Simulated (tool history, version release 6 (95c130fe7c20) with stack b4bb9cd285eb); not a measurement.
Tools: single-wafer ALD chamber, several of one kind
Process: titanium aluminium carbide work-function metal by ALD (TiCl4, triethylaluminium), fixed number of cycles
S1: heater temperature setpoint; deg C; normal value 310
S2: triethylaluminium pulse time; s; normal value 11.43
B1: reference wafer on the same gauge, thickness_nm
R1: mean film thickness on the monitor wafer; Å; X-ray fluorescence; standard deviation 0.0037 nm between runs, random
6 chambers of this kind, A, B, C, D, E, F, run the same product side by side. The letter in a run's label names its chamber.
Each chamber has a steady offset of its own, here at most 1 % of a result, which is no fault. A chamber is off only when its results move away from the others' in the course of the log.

Run 1D, day 0.3: usual settings; B1 1.8006. Result: R1 20.987 Å.
Run 2F, day 0.608: usual settings; B1 1.7999. Result: R1 21.199 Å.
Run 3B, day 0.958: usual settings; B1 1.8. Result: R1 20.963 Å.
Run 4A, day 1.204: usual settings; B1 1.801. Result: R1 21.019 Å.
Run 5C, day 1.475: usual settings but S1 298 deg C; B1 1.801. Result: R1 20.064 Å.
Run 6E, day 1.779: usual settings but S1 298 deg C; B1 1.8022. Result: R1 20.138 Å.
Run 7D, day 2.029: usual settings but S1 298 deg C; B1 1.802. Result: R1 19.967 Å.
Run 8E, day 2.446: usual settings but S1 298 deg C; B1 1.8018. Result: R1 20.199 Å.
Run 9A, day 2.942: usual settings but S1 298 deg C; B1 1.8024. Result: R1 19.962 Å.
Run 10B, day 3.462: usual settings but S1 298 deg C; B1 1.8027. Result: R1 19.952 Å.
At day 3.621: chamber D: thermocouple changed; heater temperature recalibrated.
Run 11F, day 3.696: usual settings; B1 1.8026. Result: R1 21.294 Å.
Run 12C, day 4.2: usual settings; B1 1.8034. Result: R1 21.178 Å.
Run 13B, day 4.729: usual settings; B1 1.8042. Result: R1 20.979 Å.
Run 14E, day 5.162: usual settings; B1 1.8032. Result: R1 21.27 Å.
Run 15F, day 5.546: usual settings; B1 1.8049. Result: R1 21.263 Å.
Run 16C, day 5.8: usual settings; B1 1.8043. Result: R1 21.186 Å.
Run 17D, day 6.308: usual settings; B1 1.805. Result: R1 21.079 Å.
Run 18A, day 6.696: usual settings; B1 1.8054. Result: R1 21.077 Å.
At day 6.833: chamber C: thermocouple changed; heater temperature recalibrated.
Run 19C, day 7.042: usual settings; B1 1.8057. Result: R1 21.167 Å.
Run 20E, day 7.542: usual settings; B1 1.807. Result: R1 21.305 Å.
Run 21F, day 7.892: usual settings; B1 1.8064. Result: R1 21.296 Å.
Run 22B, day 8.396: usual settings but S2 8.82 s; B1 1.8062. Result: R1 20.367 Å.
Run 23D, day 8.917: usual settings but S2 8.82 s; B1 1.8072. Result: R1 20.462 Å.
Run 24A, day 9.167: usual settings but S2 8.82 s; B1 1.8073. Result: R1 20.543 Å.
Run 25E, day 9.604: usual settings but S2 8.82 s; B1 1.8077. Result: R1 20.68 Å.
Run 26F, day 10.017: usual settings but S2 8.82 s; B1 1.8074. Result: R1 20.757 Å.
Run 27C, day 10.333: usual settings but S2 8.82 s; B1 1.808. Result: R1 20.589 Å.
At day 10.533: chamber A: thermocouple changed; heater temperature recalibrated.
Run 28D, day 10.717: usual settings; B1 1.8082. Result: R1 21.109 Å.
Run 29A, day 11.183: usual settings; B1 1.8092. Result: R1 21.177 Å.
Run 30B, day 11.542: usual settings; B1 1.8097. Result: R1 21.061 Å.
Run 31F, day 11.817: usual settings; B1 1.8101. Result: R1 21.363 Å.
Run 32B, day 12.204: usual settings; B1 1.8098. Result: R1 21.085 Å.
At day 12.55: chamber F: triethylaluminium bottle replaced.
Run 33A, day 12.708: usual settings; B1 1.8104. Result: R1 21.116 Å.
Run 34E, day 13.054: usual settings; B1 1.8106. Result: R1 21.315 Å.
Run 35D, day 13.492: usual settings; B1 1.8101. Result: R1 21.185 Å.
Run 36C, day 13.862: usual settings; B1 1.8114. Result: R1 21.201 Å.
Run 37C, day 14.396: usual settings but S1 321 deg C, S2 9.57 s; B1 1.8121. Result: R1 21.755 Å.
Run 38E, day 14.808: usual settings but S1 321 deg C, S2 9.57 s; B1 1.812. Result: R1 21.926 Å.
Run 39A, day 15.242: usual settings but S1 321 deg C, S2 9.57 s; B1 1.8119. Result: R1 21.828 Å.
Run 40F, day 15.767: usual settings but S1 321 deg C, S2 9.57 s; B1 1.8124. Result: R1 21.939 Å.

All 6 chambers run these settings next. Forecast each chamber's results:
Run 41A, day 16.15: usual settings but S2 14.63 s. Result: R1 ?.
Run 41B, day 16.15: usual settings but S2 14.63 s. Result: R1 ?.
Run 41C, day 16.15: usual settings but S2 14.63 s. Result: R1 ?.
Run 41D, day 16.15: usual settings but S2 14.63 s. Result: R1 ?.
Run 41E, day 16.15: usual settings but S2 14.63 s. Result: R1 ?.
Run 41F, day 16.15: usual settings but S2 14.63 s. Result: R1 ?.

run      R1
41A  21.546
41B  21.419
41C  21.554
41D  21.474
41E  21.628
41F  21.678
